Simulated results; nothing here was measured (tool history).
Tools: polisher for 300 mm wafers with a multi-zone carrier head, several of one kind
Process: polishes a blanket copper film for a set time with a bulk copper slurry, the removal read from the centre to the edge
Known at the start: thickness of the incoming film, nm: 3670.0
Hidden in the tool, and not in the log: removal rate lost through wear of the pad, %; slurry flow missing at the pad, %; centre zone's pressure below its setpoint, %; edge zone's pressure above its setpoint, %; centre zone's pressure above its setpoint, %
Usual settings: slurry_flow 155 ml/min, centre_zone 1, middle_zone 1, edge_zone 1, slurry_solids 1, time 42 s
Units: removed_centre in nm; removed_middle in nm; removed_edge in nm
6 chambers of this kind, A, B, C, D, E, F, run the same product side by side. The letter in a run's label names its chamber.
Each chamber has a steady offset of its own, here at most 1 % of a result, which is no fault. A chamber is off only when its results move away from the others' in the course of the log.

| run | hour | slurry_flow | centre_zone | middle_zone | edge_zone | slurry_solids | time | wafers polished on this pad | hours since the slurry nozzle was cleaned | hours since the centre zone pressure was calibrated | hours since the edge zone pressure was calibrated | removed_centre | removed_middle | removed_edge |
|---|---|---|---|---|---|---|---|---|---|---|---|---|---|---|
|  | 2.8 | chamber C: worn pad replaced by a new one |
| 1C | 6.6 | 155 | 1 | 1 | 1 | 1 | 42 | 33 | 387.1 | 74.8 | 206 | 684.37 | 690.49 | 685.01 |
| 2F | 13.1 | 155 | 1 | 1 | 1 | 1 | 42 | 701 | 81.5 | 1226.8 | 767.3 | 699.61 | 693.12 | 689.27 |
| 3B | 21 | 155 | 1 | 1 | 1 | 1 | 42 | 271 | 137.9 | 740.6 | 439.5 | 687.65 | 685.92 | 683.8 |
| 4A | 25.8 | 155 | 1 | 1 | 1 | 1 | 42 | 601 | 179.9 | 228.7 | 141.2 | 691.22 | 683.28 | 681.67 |
| 5E | 34.4 | 155 | 1 | 1 | 1 | 1 | 42 | 416 | 239.5 | 495.6 | 1054.4 | 668.98 | 693.05 | 688.84 |
| 6D | 42.8 | 155 | 1 | 1 | 1 | 1 | 42 | 769 | 213.5 | 53.7 | 120.4 | 698.75 | 701.61 | 696.83 |
|  | 45.7 | chamber F: edge zone pressure recalibrated |
| 7C | 47.8 | 155 | 1 | 1 | 1 | 1 | 42 | 390 | 428.3 | 116 | 247.2 | 679.44 | 687.76 | 685.67 |
| 8D | 55.6 | 155 | 1 | 1 | 1 | 1 | 42 | 880 | 226.3 | 66.5 | 133.2 | 694.72 | 682.06 | 688.08 |
|  | 62.5 | chamber F: worn pad replaced by a new one |
| 9F | 63 | 155 | 1 | 1 | 1 | 1 | 42 | 4 | 131.4 | 1276.7 | 17.3 | 691.27 | 682.85 | 684 |
|  | 68.4 | chamber D: worn pad replaced by a new one |
| 10E | 71.4 | 155 | 1 | 1 | 1 | 1 | 42 | 736 | 276.5 | 532.6 | 1091.4 | 687.84 | 692.02 | 692.26 |
| 11A | 78.4 | 155 | 1 | 1 | 1 | 1 | 42 | 1057 | 232.5 | 281.3 | 193.8 | 660.17 | 673.61 | 678.7 |
|  | 79 | chamber E: centre zone pressure recalibrated |
| 12B | 84.1 | 155 | 1 | 1 | 1 | 1 | 42 | 816 | 201 | 803.7 | 502.6 | 685.74 | 688.21 | 694.21 |
| 13A | 89.2 | 155 | 1 | 1 | 1 | 1 | 42 | 1150 | 243.3 | 292.1 | 204.6 | 663.14 | 674.23 | 671.7 |
|  | 92.6 | chamber B: slurry nozzle cleaned |
| 14E | 94.9 | 155 | 1 | 1 | 1 | 1 | 42 | 940 | 300 | 15.9 | 1114.9 | 697.91 | 695.72 | 688.64 |
|  | 95.3 | chamber B: worn pad replaced by a new one |
|  | 97.7 | chamber C: worn pad replaced by a new one |
|  | 99.2 | chamber E: worn pad replaced by a new one |
| 15D | 102.8 | 155 | 1 | 1 | 1 | 1 | 42 | 297 | 273.5 | 113.7 | 180.4 | 699.19 | 683.51 | 696.52 |
|  | 105.7 | chamber E: edge zone pressure recalibrated |
| 16F | 108.1 | 155 | 1 | 1 | 1 | 1 | 42 | 394 | 176.5 | 1321.8 | 62.4 | 693.49 | 701.29 | 689.09 |
| 17B | 113.9 | 185 | 1 | 1 | 1 | 1 | 42 | 161 | 21.4 | 833.5 | 532.4 | 694.55 | 712.49 | 714.63 |
| 18C | 119 | 185 | 1 | 1 | 1 | 1 | 42 | 184 | 499.5 | 187.2 | 318.4 | 712.95 | 711.2 | 711.25 |
|  | 119.3 | chamber F: centre zone pressure recalibrated |
| 19D | 127.7 | 185 | 1 | 1 | 1 | 1 | 42 | 513 | 298.4 | 138.6 | 205.3 | 699.49 | 716.13 | 689.44 |
|  | 132.5 | chamber E: slurry nozzle cleaned |
| 20C | 136.3 | 185 | 1 | 1 | 1 | 1 | 42 | 333 | 516.8 | 204.5 | 335.7 | 693.58 | 716.49 | 699.66 |
| 21E | 141.7 | 185 | 1 | 1 | 1 | 1 | 42 | 367 | 9.3 | 62.7 | 36.1 | 710.66 | 704.6 | 704.22 |
| 22F | 146.3 | 185 | 1 | 1 | 1 | 1 | 42 | 725 | 214.7 | 27.1 | 100.6 | 708.69 | 698.92 | 714.8 |
| 23B | 155.4 | 155 | 1 | 1 | 1 | 1 | 42 | 520 | 62.9 | 875 | 573.9 | 684.25 | 686.57 | 690.18 |
| 24A | 164.6 | 155 | 1 | 1 | 1 | 1 | 42 | 1802 | 318.7 | 367.5 | 280 | 646.44 | 662.32 | 655.85 |
| 25E | 173 | 155 | 1 | 1 | 1 | 1 | 42 | 638 | 40.6 | 94 | 67.4 | 684.95 | 699.68 | 685.54 |
| 26B | 177.7 | 155 | 1 | 1 | 1 | 1 | 42 | 713 | 85.2 | 897.3 | 596.2 | 685.82 | 684.85 | 684.46 |
| 27D | 184.2 | 155 | 1 | 1 | 1 | 1.25 | 29 | 1001 | 354.9 | 195.1 | 261.8 | 491.52 | 504.17 | 499.63 |
|  | 186.8 | chamber F: worn pad replaced by a new one |
|  | 188.4 | chamber D: worn pad replaced by a new one |
| 28F | 192.4 | 155 | 1 | 1 | 1 | 1.25 | 29 | 49 | 260.8 | 73.2 | 146.7 | 498.44 | 487.55 | 503.5 |
| 29C | 198 | 155 | 1 | 1 | 1 | 1.25 | 29 | 867 | 578.5 | 266.2 | 397.4 | 499.8 | 493.31 | 499.06 |
| 30A | 202.6 | 155 | 1 | 1 | 1 | 1.25 | 29 | 2131 | 356.7 | 405.5 | 318 | 465.62 | 472.22 | 469.37 |
|  | 204 | chamber B: worn pad replaced by a new one |
| 31F | 209.2 | 155 | 1 | 1 | 1 | 1.25 | 29 | 194 | 277.6 | 90 | 163.5 | 501.99 | 504.46 | 505.74 |
| 32B | 214.7 | 155 | 1 | 1 | 1 | 1.25 | 29 | 92 | 122.2 | 934.3 | 633.2 | 492.96 | 494.55 | 496.33 |
|  | 219.8 | chamber C: worn pad replaced by a new one |
| 33D | 221.9 | 155 | 1 | 1 | 1 | 1 | 42 | 290 | 392.6 | 232.8 | 299.5 | 673.69 | 696.64 | 693.53 |
| 34A | 228 | 155 | 1 | 1 | 1 | 1 | 42 | 2351 | 382.1 | 430.9 | 343.4 | 633.54 | 642.9 | 644.01 |
|  | 231.3 | chamber E: worn pad replaced by a new one |
| 35C | 232.6 | 155 | 1 | 1 | 1 | 1 | 42 | 111 | 613.1 | 300.8 | 432 | 680.19 | 680.27 | 681.53 |
| 36E | 238.9 | 155 | 1 | 1 | 1 | 1 | 42 | 66 | 106.5 | 159.9 | 133.3 | 690.49 | 691.03 | 690.26 |
| 37F | 245.6 | 155 | 1 | 1 | 1 | 1 | 42 | 509 | 314 | 126.4 | 199.9 | 677.1 | 690.7 | 690.6 |
| 38E | 253 | 155 | 1 | 1 | 1 | 1 | 42 | 188 | 120.6 | 174 | 147.4 | 679.43 | 691.21 | 692.84 |
| 39D | 258.8 | 155 | 1 | 1 | 1 | 1 | 42 | 609 | 429.5 | 269.7 | 336.4 | 687.11 | 695.37 | 697.82 |
| 40B | 266 | 155 | 1 | 1 | 1 | 1 | 42 | 536 | 173.5 | 985.6 | 684.5 | 687.66 | 681.21 | 689.31 |

Next, every chamber runs the same settings. What will each give?
| 41A | 272.5 | 155 | 1 | 1 | 1 | 1 | 42 |  |  |  |  | ? | ? | ? |
| 41B | 272.5 | 155 | 1 | 1 | 1 | 1 | 42 |  |  |  |  | ? | ? | ? |
| 41C | 272.5 | 155 | 1 | 1 | 1 | 1 | 42 |  |  |  |  | ? | ? | ? |
| 41D | 272.5 | 155 | 1 | 1 | 1 | 1 | 42 |  |  |  |  | ? | ? | ? |
| 41E | 272.5 | 155 | 1 | 1 | 1 | 1 | 42 |  |  |  |  | ? | ? | ? |
| 41F | 272.5 | 155 | 1 | 1 | 1 | 1 | 42 |  |  |  |  | ? | ? | ? |

| run | removed_centre | removed_middle | removed_edge |
|---|---|---|---|
| 41A | 632.88 | 650.66 | 647.44 |
| 41B | 678.92 | 687.51 | 689.34 |
| 41C | 691.81 | 676.26 | 681.14 |
| 41D | 693.72 | 692.19 | 682.48 |
| 41E | 680.58 | 691.9 | 683.92 |
| 41F | 693.37 | 696.89 | 693.77 |
